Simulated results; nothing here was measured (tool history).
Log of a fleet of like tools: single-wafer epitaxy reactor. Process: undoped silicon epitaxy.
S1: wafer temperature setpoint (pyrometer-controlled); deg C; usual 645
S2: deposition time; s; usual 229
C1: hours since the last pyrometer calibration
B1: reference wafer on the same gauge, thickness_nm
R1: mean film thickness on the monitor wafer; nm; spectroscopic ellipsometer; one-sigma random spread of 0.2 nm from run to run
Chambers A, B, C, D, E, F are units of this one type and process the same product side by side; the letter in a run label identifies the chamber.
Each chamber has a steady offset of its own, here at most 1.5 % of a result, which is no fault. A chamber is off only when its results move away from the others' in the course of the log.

run   hour   S1   S2      C1      B1      R1
 1D   10.6  645  229   121.6  29.479  34.743
 2C   20.5  645  229   994.6  29.500  34.827
 3E   26.8  645  229  1979.9  29.483  34.213
 4B   35.7  645  229   642.4  29.506  34.488
 5F   43.5  645  229   868.2  29.469  34.007
 6A   54.8  645  229    76.6  29.511  34.609
 7C   65.6  656  273  1039.7  29.532  52.540
 8B   72.8  656  273   679.5  29.478  52.217
 9D   79.6  656  273   190.6  29.540  52.233
10E   90.9  656  273  2044.0  29.486  51.678
11F  102.5  656  273   927.2  29.505  50.917
12A  112.3  656  273   134.1  29.490  52.637
13D  121.0  645  229   232.0  29.513  34.535
14B  133.8  645  229   740.5  29.463  34.275
15C  142.6  645  229  1116.7  29.515  34.617
     151.4  -- chamber E: pyrometer calibrated
16A  153.8  645  260   175.6  29.475  39.465
17E  167.0  645  260    15.6  29.484  39.155
18F  174.5  645  260   999.2  29.564  37.954
19F  186.9  645  260  1011.6  29.522  37.811
20A  193.1  645  260   214.9  29.469  39.296
21C  202.7  645  260  1176.8  29.480  39.504
22D  214.4  645  229   325.4  29.521  34.346
23E  227.0  645  229    75.6  29.486  34.601
24B  234.7  645  229   841.4  29.514  34.217
25D  248.2  645  229   359.2  29.566  34.643
26F  261.1  655  229  1085.8  29.499  40.522
27C  272.6  655  229  1246.7  29.483  43.123
28A  281.8  655  229   303.6  29.471  43.575
29E  291.1  655  229   139.7  29.515  42.605
30B  301.3  655  229   908.0  29.487  42.712
31B  314.6  655  229   921.3  29.541  42.567
32D  324.5  645  229   435.5  29.501  34.502
33A  333.8  645  229   355.6  29.473  34.589
34E  346.7  645  192   195.3  29.488  28.901
35F  356.2  645  192  1180.9  29.471  26.874
36C  369.3  645  192  1343.4  29.511  28.905
37C  381.3  645  192  1355.4  29.518  29.321
38D  391.4  645  192   502.4  29.489  28.779
39F  401.7  645  192  1226.4  29.498  26.408

For the next run the whole fleet of 6 chambers uses the same settings. Give each chamber's results:
40A  411.4  637  229           ?
40B  411.4  637  229           ?
40C  411.4  637  229           ?
40D  411.4  637  229           ?
40E  411.4  637  229           ?
40F  411.4  637  229           ?

run      R1
40A  29.227
40B  28.839
40C  28.885
40D  29.070
40E  28.873
40F  26.734
